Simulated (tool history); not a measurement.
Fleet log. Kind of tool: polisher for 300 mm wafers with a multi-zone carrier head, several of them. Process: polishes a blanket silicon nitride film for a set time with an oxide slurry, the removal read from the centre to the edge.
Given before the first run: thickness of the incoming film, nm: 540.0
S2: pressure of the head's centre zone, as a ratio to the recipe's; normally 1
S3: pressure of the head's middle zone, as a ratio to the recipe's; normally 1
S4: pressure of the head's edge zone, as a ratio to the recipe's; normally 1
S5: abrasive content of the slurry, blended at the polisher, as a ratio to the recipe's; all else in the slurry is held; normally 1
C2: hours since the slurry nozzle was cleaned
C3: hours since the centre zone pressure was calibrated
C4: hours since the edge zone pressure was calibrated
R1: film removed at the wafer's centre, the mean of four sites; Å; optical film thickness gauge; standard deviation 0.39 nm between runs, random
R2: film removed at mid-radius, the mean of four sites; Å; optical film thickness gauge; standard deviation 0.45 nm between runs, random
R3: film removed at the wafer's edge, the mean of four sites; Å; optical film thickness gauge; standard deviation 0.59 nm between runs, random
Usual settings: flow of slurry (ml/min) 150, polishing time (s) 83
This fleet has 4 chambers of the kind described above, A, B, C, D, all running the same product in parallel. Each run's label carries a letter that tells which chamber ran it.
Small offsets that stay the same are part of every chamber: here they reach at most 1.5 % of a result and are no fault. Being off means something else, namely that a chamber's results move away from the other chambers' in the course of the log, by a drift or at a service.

-- hour=2.8 chamber C: worn pad replaced by a new one
run 1C hour=8.5 | flow_of_slurry_(ml/min)=150 S2=1 S3=1 S4=1 S5=1 polishing_time_(s)=83 | wafers_polished_on_this_pad=54 C2=207.8 C3=40.8 C4=177.2 | R1=465.44 R2=460.97 R3=476.64
run 2D hour=15.8 | flow_of_slurry_(ml/min)=150 S2=1 S3=1 S4=1 S5=1 polishing_time_(s)=83 | wafers_polished_on_this_pad=166 C2=289.4 C3=1100.6 C4=25.1 | R1=467.07 R2=470.47 R3=477.21
run 3A hour=24.7 | flow_of_slurry_(ml/min)=150 S2=1 S3=1 S4=1 S5=1 polishing_time_(s)=83 | wafers_polished_on_this_pad=645 C2=394.7 C3=467.5 C4=688.2 | R1=471.06 R2=466.5 R3=463.56
run 4B hour=30.5 | flow_of_slurry_(ml/min)=150 S2=1 S3=1 S4=1 S5=1 polishing_time_(s)=83 | wafers_polished_on_this_pad=898 C2=771.2 C3=211.1 C4=96.1 | R1=465.02 R2=465.59 R3=458.51
run 5D hour=37.3 | flow_of_slurry_(ml/min)=150 S2=1 S3=1 S4=1 S5=1 polishing_time_(s)=83 | wafers_polished_on_this_pad=369 C2=310.9 C3=1122.1 C4=46.6 | R1=464.77 R2=465.25 R3=468.64
-- hour=37.8 chamber B: worn pad replaced by a new one
-- hour=41.3 chamber A: worn pad replaced by a new one
run 6B hour=44.5 | flow_of_slurry_(ml/min)=150 S2=1 S3=1 S4=1 S5=1 polishing_time_(s)=83 | wafers_polished_on_this_pad=64 C2=785.2 C3=225.1 C4=110.1 | R1=472.17 R2=468.33 R3=469.59
-- hour=45.3 chamber C: slurry nozzle cleaned
run 7C hour=53.9 | flow_of_slurry_(ml/min)=150 S2=1 S3=1 S4=1 S5=1 polishing_time_(s)=83 | wafers_polished_on_this_pad=483 C2=8.6 C3=86.2 C4=222.6 | R1=469.26 R2=466.97 R3=466.92
run 8A hour=59.1 | flow_of_slurry_(ml/min)=150 S2=1 S3=1 S4=1 S5=1 polishing_time_(s)=83 | wafers_polished_on_this_pad=168 C2=429.1 C3=501.9 C4=722.6 | R1=468.68 R2=470.55 R3=472.03
-- hour=60.9 chamber D: worn pad replaced by a new one
run 9B hour=64.3 | flow_of_slurry_(ml/min)=150 S2=1 S3=1 S4=1 S5=1 polishing_time_(s)=83 | wafers_polished_on_this_pad=251 C2=805 C3=244.9 C4=129.9 | R1=463.82 R2=463.77 R3=467.08
-- hour=70.1 chamber C: worn pad replaced by a new one
run 10C hour=74.6 | flow_of_slurry_(ml/min)=150 S2=1 S3=1 S4=1 S5=1 polishing_time_(s)=83 | wafers_polished_on_this_pad=43 C2=29.3 C3=106.9 C4=243.3 | R1=465.53 R2=464.7 R3=465.48
-- hour=80.2 chamber B: slurry nozzle cleaned
run 11A hour=83.5 | flow_of_slurry_(ml/min)=150 S2=1 S3=1 S4=1 S5=1 polishing_time_(s)=83 | wafers_polished_on_this_pad=398 C2=453.5 C3=526.3 C4=747 | R1=474.72 R2=468.36 R3=476.3
run 12D hour=93.1 | flow_of_slurry_(ml/min)=150 S2=1 S3=1 S4=1 S5=1 polishing_time_(s)=83 | wafers_polished_on_this_pad=304 C2=366.7 C3=1177.9 C4=102.4 | R1=464.21 R2=457.54 R3=455.5
run 13D hour=102.8 | flow_of_slurry_(ml/min)=150 S2=1 S3=1 S4=1 S5=1 polishing_time_(s)=83 | wafers_polished_on_this_pad=395 C2=376.4 C3=1187.6 C4=112.1 | R1=465.65 R2=464.63 R3=467.04
-- hour=106.3 chamber D: centre zone pressure recalibrated
run 14A hour=107.3 | flow_of_slurry_(ml/min)=150 S2=1 S3=1 S4=1 S5=1 polishing_time_(s)=83 | wafers_polished_on_this_pad=623 C2=477.3 C3=550.1 C4=770.8 | R1=468.25 R2=477.46 R3=464.74
run 15C hour=114.2 | flow_of_slurry_(ml/min)=150 S2=1 S3=1 S4=1 S5=1 polishing_time_(s)=83 | wafers_polished_on_this_pad=417 C2=68.9 C3=146.5 C4=282.9 | R1=470.66 R2=458.55 R3=461.81
-- hour=119.3 chamber A: worn pad replaced by a new one
-- hour=121.7 chamber D: worn pad replaced by a new one
run 16B hour=122.8 | flow_of_slurry_(ml/min)=150 S2=1 S3=1 S4=1 S5=1 polishing_time_(s)=83 | wafers_polished_on_this_pad=803 C2=42.7 C3=303.4 C4=188.4 | R1=464.67 R2=464.07 R3=471.12
-- hour=124.5 chamber A: slurry nozzle cleaned
run 17C hour=130.6 | flow_of_slurry_(ml/min)=150 S2=1 S3=1 S4=1 S5=1 polishing_time_(s)=83 | wafers_polished_on_this_pad=572 C2=85.3 C3=162.9 C4=299.3 | R1=468.98 R2=456.46 R3=467.02
-- hour=137.2 chamber C: worn pad replaced by a new one
run 18A hour=137.9 | flow_of_slurry_(ml/min)=150 S2=1 S3=1 S4=1 S5=1 polishing_time_(s)=83 | wafers_polished_on_this_pad=175 C2=13.5 C3=580.7 C4=801.4 | R1=472.42 R2=474 R3=470.31
-- hour=140.3 chamber B: worn pad replaced by a new one
run 19B hour=147.4 | flow_of_slurry_(ml/min)=110 S2=1 S3=1 S4=1 S5=1 polishing_time_(s)=99 | wafers_polished_on_this_pad=67 C2=67.3 C3=328 C4=213 | R1=515.69 R2=521.95 R3=530.05
run 20D hour=153.3 | flow_of_slurry_(ml/min)=110 S2=1 S3=1 S4=1 S5=1 polishing_time_(s)=99 | wafers_polished_on_this_pad=298 C2=426.9 C3=47.1 C4=162.6 | R1=478.68 R2=526.25 R3=525.26
run 21B hour=161.6 | flow_of_slurry_(ml/min)=110 S2=1 S3=1 S4=1 S5=1 polishing_time_(s)=99 | wafers_polished_on_this_pad=201 C2=81.5 C3=342.2 C4=227.2 | R1=514.06 R2=519.2 R3=531.56
run 22D hour=166 | flow_of_slurry_(ml/min)=110 S2=1 S3=1 S4=1 S5=1 polishing_time_(s)=99 | wafers_polished_on_this_pad=418 C2=439.6 C3=59.8 C4=175.3 | R1=466.86 R2=524.48 R3=529.58
run 23C hour=174.5 | flow_of_slurry_(ml/min)=150 S2=1 S3=1 S4=1 S5=1 polishing_time_(s)=83 | wafers_polished_on_this_pad=352 C2=129.2 C3=206.8 C4=343.2 | R1=466.15 R2=460.33 R3=475.77
-- hour=182.6 chamber D: worn pad replaced by a new one
run 24A hour=183.5 | flow_of_slurry_(ml/min)=150 S2=1 S3=1 S4=1 S5=1 polishing_time_(s)=83 | wafers_polished_on_this_pad=606 C2=59.1 C3=626.3 C4=847 | R1=470.11 R2=471.01 R3=475.85
run 25B hour=189.8 | flow_of_slurry_(ml/min)=150 S2=1 S3=1 S4=1 S5=1 polishing_time_(s)=83 | wafers_polished_on_this_pad=467 C2=109.7 C3=370.4 C4=255.4 | R1=467.92 R2=466.43 R3=460
-- hour=193.6 chamber C: worn pad replaced by a new one
-- hour=196.2 chamber D: slurry nozzle cleaned
run 26C hour=198.8 | flow_of_slurry_(ml/min)=150 S2=1 S3=1 S4=1 S5=1 polishing_time_(s)=83 | wafers_polished_on_this_pad=49 C2=153.5 C3=231.1 C4=367.5 | R1=472.77 R2=462.15 R3=471.23
run 27D hour=203.5 | flow_of_slurry_(ml/min)=150 S2=1 S3=1 S4=1 S5=1 polishing_time_(s)=83 | wafers_polished_on_this_pad=198 C2=7.3 C3=97.3 C4=212.8 | R1=430.47 R2=473.74 R3=471.92
-- hour=204.5 chamber A: worn pad replaced by a new one
run 28A hour=212.9 | flow_of_slurry_(ml/min)=150 S2=1 S3=1 S4=1 S5=1 polishing_time_(s)=83 | wafers_polished_on_this_pad=79 C2=88.5 C3=655.7 C4=876.4 | R1=474.12 R2=464.48 R3=470.57
run 29C hour=220.8 | flow_of_slurry_(ml/min)=150 S2=1 S3=1 S4=1 S5=1 polishing_time_(s)=83 | wafers_polished_on_this_pad=257 C2=175.5 C3=253.1 C4=389.5 | R1=471.37 R2=463.09 R3=462.08
run 30A hour=229.5 | flow_of_slurry_(ml/min)=150 S2=1 S3=1 S4=1 S5=1 polishing_time_(s)=83 | wafers_polished_on_this_pad=236 C2=105.1 C3=672.3 C4=893 | R1=476.88 R2=471.32 R3=462.58
-- hour=233.8 chamber B: worn pad replaced by a new one
run 31B hour=239.2 | flow_of_slurry_(ml/min)=150 S2=1 S3=1 S4=1 S5=1 polishing_time_(s)=83 | wafers_polished_on_this_pad=51 C2=159.1 C3=419.8 C4=304.8 | R1=469.6 R2=461.91 R3=471.44
-- hour=246.8 chamber D: worn pad replaced by a new one
-- hour=247.3 chamber C: worn pad replaced by a new one
run 32D hour=247.9 | flow_of_slurry_(ml/min)=150 S2=1 S3=1 S4=1 S5=1 polishing_time_(s)=83 | wafers_polished_on_this_pad=11 C2=51.7 C3=141.7 C4=257.2 | R1=431.08 R2=473.83 R3=462.86
run 33A hour=256.6 | flow_of_slurry_(ml/min)=150 S2=1 S3=1 S4=1 S5=1 polishing_time_(s)=83 | wafers_polished_on_this_pad=492 C2=132.2 C3=699.4 C4=920.1 | R1=469.37 R2=466.88 R3=461.08
run 34C hour=264.2 | flow_of_slurry_(ml/min)=150 S2=1 S3=1 S4=1 S5=1 polishing_time_(s)=83 | wafers_polished_on_this_pad=159 C2=218.9 C3=296.5 C4=432.9 | R1=460.79 R2=452.26 R3=469
run 35B hour=271 | flow_of_slurry_(ml/min)=150 S2=1 S3=1 S4=1 S5=1 polishing_time_(s)=83 | wafers_polished_on_this_pad=352 C2=190.9 C3=451.6 C4=336.6 | R1=464.05 R2=463.39 R3=469.11
run 36D hour=279.1 | flow_of_slurry_(ml/min)=150 S2=1 S3=1 S4=1 S5=1 polishing_time_(s)=83 | wafers_polished_on_this_pad=305 C2=82.9 C3=172.9 C4=288.4 | R1=436.67 R2=470.63 R3=468.09
-- hour=282.5 chamber A: worn pad replaced by a new one
run 37D hour=284.5 | flow_of_slurry_(ml/min)=150 S2=1 S3=1 S4=1 S5=1 polishing_time_(s)=83 | wafers_polished_on_this_pad=356 C2=88.3 C3=178.3 C4=293.8 | R1=428.4 R2=465.84 R3=460.3
run 38B hour=290.2 | flow_of_slurry_(ml/min)=150 S2=1 S3=1.11 S4=1.06 S5=1 polishing_time_(s)=83 | wafers_polished_on_this_pad=533 C2=210.1 C3=470.8 C4=355.8 | R1=472.06 R2=512.1 R3=474.86
run 39C hour=299.9 | flow_of_slurry_(ml/min)=150 S2=1 S3=1.11 S4=1.06 S5=1 polishing_time_(s)=83 | wafers_polished_on_this_pad=497 C2=254.6 C3=332.2 C4=468.6 | R1=476.08 R2=505.62 R3=488.41
run 40A hour=306.6 | flow_of_slurry_(ml/min)=150 S2=1 S3=1.11 S4=1.06 S5=1 polishing_time_(s)=83 | wafers_polished_on_this_pad=228 C2=182.2 C3=749.4 C4=970.1 | R1=469.89 R2=529.77 R3=489.31
run 41B hour=311.1 | flow_of_slurry_(ml/min)=150 S2=1 S3=1.11 S4=1.06 S5=1 polishing_time_(s)=83 | wafers_polished_on_this_pad=731 C2=231 C3=491.7 C4=376.7 | R1=476.62 R2=518.89 R3=487.65

Read the log: is a single chamber off, either drifting away or since a service, is the gauge that measures every chamber drifting, or is nothing wrong beyond small per-chamber offsets? Name any odd chamber and what most likely caused it.

A service on chamber D put it out of line with the rest.
Cause: centre zone's pressure below its setpoint, % = 7.03.

Which of the 4 candidates below, each the usual settings with something changed and its results left as question marks, puts chamber D back in line with what the other chambers give on the usual settings?
Maximum distance from the other chambers' mean on the usual settings for a result to count as in line: R1 14 Å; R2 16 Å; R3 21 Å
run 42D-1 hour=318.6 | flow_of_slurry_(ml/min)=140 S2=0.87 S3=1.03 S4=1.04 S5=1 polishing_time_(s)=83 | R1=? R2=? R3=?
run 42D-2 hour=318.6 | flow_of_slurry_(ml/min)=145 S2=0.93 S3=1.02 S4=1.02 S5=1 polishing_time_(s)=83 | R1=? R2=? R3=?
run 42D-3 hour=318.6 | flow_of_slurry_(ml/min)=160 S2=1.14 S3=0.96 S4=0.96 S5=1 polishing_time_(s)=84 | R1=? R2=? R3=?
run 42D-4 hour=318.6 | flow_of_slurry_(ml/min)=155 S2=1.07 S3=0.98 S4=0.98 S5=1 polishing_time_(s)=83 | R1=? R2=? R3=?

The mean the other chambers reach with the usual settings: R1 469.5 Å; R2 465.16 Å; R3 467.58 Å
run=42D-1 R1=362.59 R2=473.17 R3=470.21
run=42D-2 R1=393.17 R2=471.99 R3=467.78
run=42D-3 R1=506.32 R2=459.26 R3=465.23
run=42D-4 R1=464.33 R2=460.12 R3=462.54
42D-4 puts the chamber back in line with the other chambers.
